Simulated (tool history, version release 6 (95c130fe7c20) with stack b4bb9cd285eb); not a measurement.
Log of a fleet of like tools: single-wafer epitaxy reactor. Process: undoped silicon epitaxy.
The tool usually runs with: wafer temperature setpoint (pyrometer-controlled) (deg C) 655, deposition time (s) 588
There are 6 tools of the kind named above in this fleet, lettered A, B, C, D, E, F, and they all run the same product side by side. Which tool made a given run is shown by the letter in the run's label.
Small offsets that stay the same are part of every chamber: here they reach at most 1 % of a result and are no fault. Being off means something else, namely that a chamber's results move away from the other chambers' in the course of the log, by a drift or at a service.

run	hour	wafer temperature setpoint (pyrometer-controlled) (deg C)	deposition time (s)	hours since the last pyrometer calibration	read-back reference wafer on the same gauge, thickness_nm	mean film thickness on the monitor wafer (nm)
1E	3.7	655	588	1156.7	110.08	110.310
2F	9.9	655	588	585.7	109.93	110.080
3C	13.2	655	588	628.8	110.01	109.710
4D	16.1	655	588	1201.9	109.99	110.910
5A	20.6	655	588	109.1	110.04	110.540
6B	26.7	655	588	694.2	110.09	109.680
7B	31.7	655	588	699.2	109.96	109.240
8E	35.6	655	628	1188.6	110.04	118.400
9A	40.8	655	628	129.3	110.12	117.720
10F	46.2	655	628	622.0	110.06	117.010
11C	51.4	655	628	667.0	110.01	117.040
12D	57.7	655	628	1243.5	110.07	119.090
# hour 63.8: chamber D: pyrometer calibrated
13A	63.9	655	628	152.4	110.06	118.620
14C	68.6	655	588	684.2	110.05	109.610
15E	73.0	655	588	1226.0	110.02	110.710
16D	75.8	655	588	12.1	110.02	109.900
17F	80.2	655	588	656.0	110.07	110.310
18B	86.0	655	588	753.5	109.99	109.630
19C	88.9	655	588	704.5	109.89	110.190
20A	92.0	655	588	180.5	110.13	111.220
21D	97.1	655	588	33.4	110.10	110.040
# hour 101.4: chamber E: pyrometer calibrated
22B	101.9	655	588	769.4	110.06	109.480
23F	108.2	655	636	684.0	110.00	119.900
24E	111.2	655	636	9.8	110.03	112.220
25D	115.0	655	636	51.3	110.07	119.920
26B	120.4	655	636	787.9	110.12	119.120
27F	125.0	655	636	700.8	109.99	119.350
28A	128.1	655	636	216.6	109.83	119.460
29C	131.9	655	588	747.5	109.95	109.750
30E	137.6	655	672	36.2	110.03	118.910
31E	142.0	655	672	40.6	109.95	118.570
32C	146.1	655	672	761.7	110.06	124.210
33A	152.2	655	672	240.7	110.13	127.510
34B	155.1	655	672	822.6	110.08	124.750
35F	160.3	655	672	736.1	109.90	125.310
36D	164.9	655	588	101.2	110.02	111.660
37F	171.2	655	588	747.0	109.97	110.250
38A	174.3	648	476	262.8	109.83	76.931

Next, every chamber runs the same settings. What will each give?
39A	178.8	641	588			?
39B	178.8	641	588			?
39C	178.8	641	588			?
39D	178.8	641	588			?
39E	178.8	641	588			?
39F	178.8	641	588			?

run	mean film thickness on the monitor wafer (nm)
39A	80.444
39B	79.937
39C	80.409
39D	80.977
39E	76.964
39F	80.960
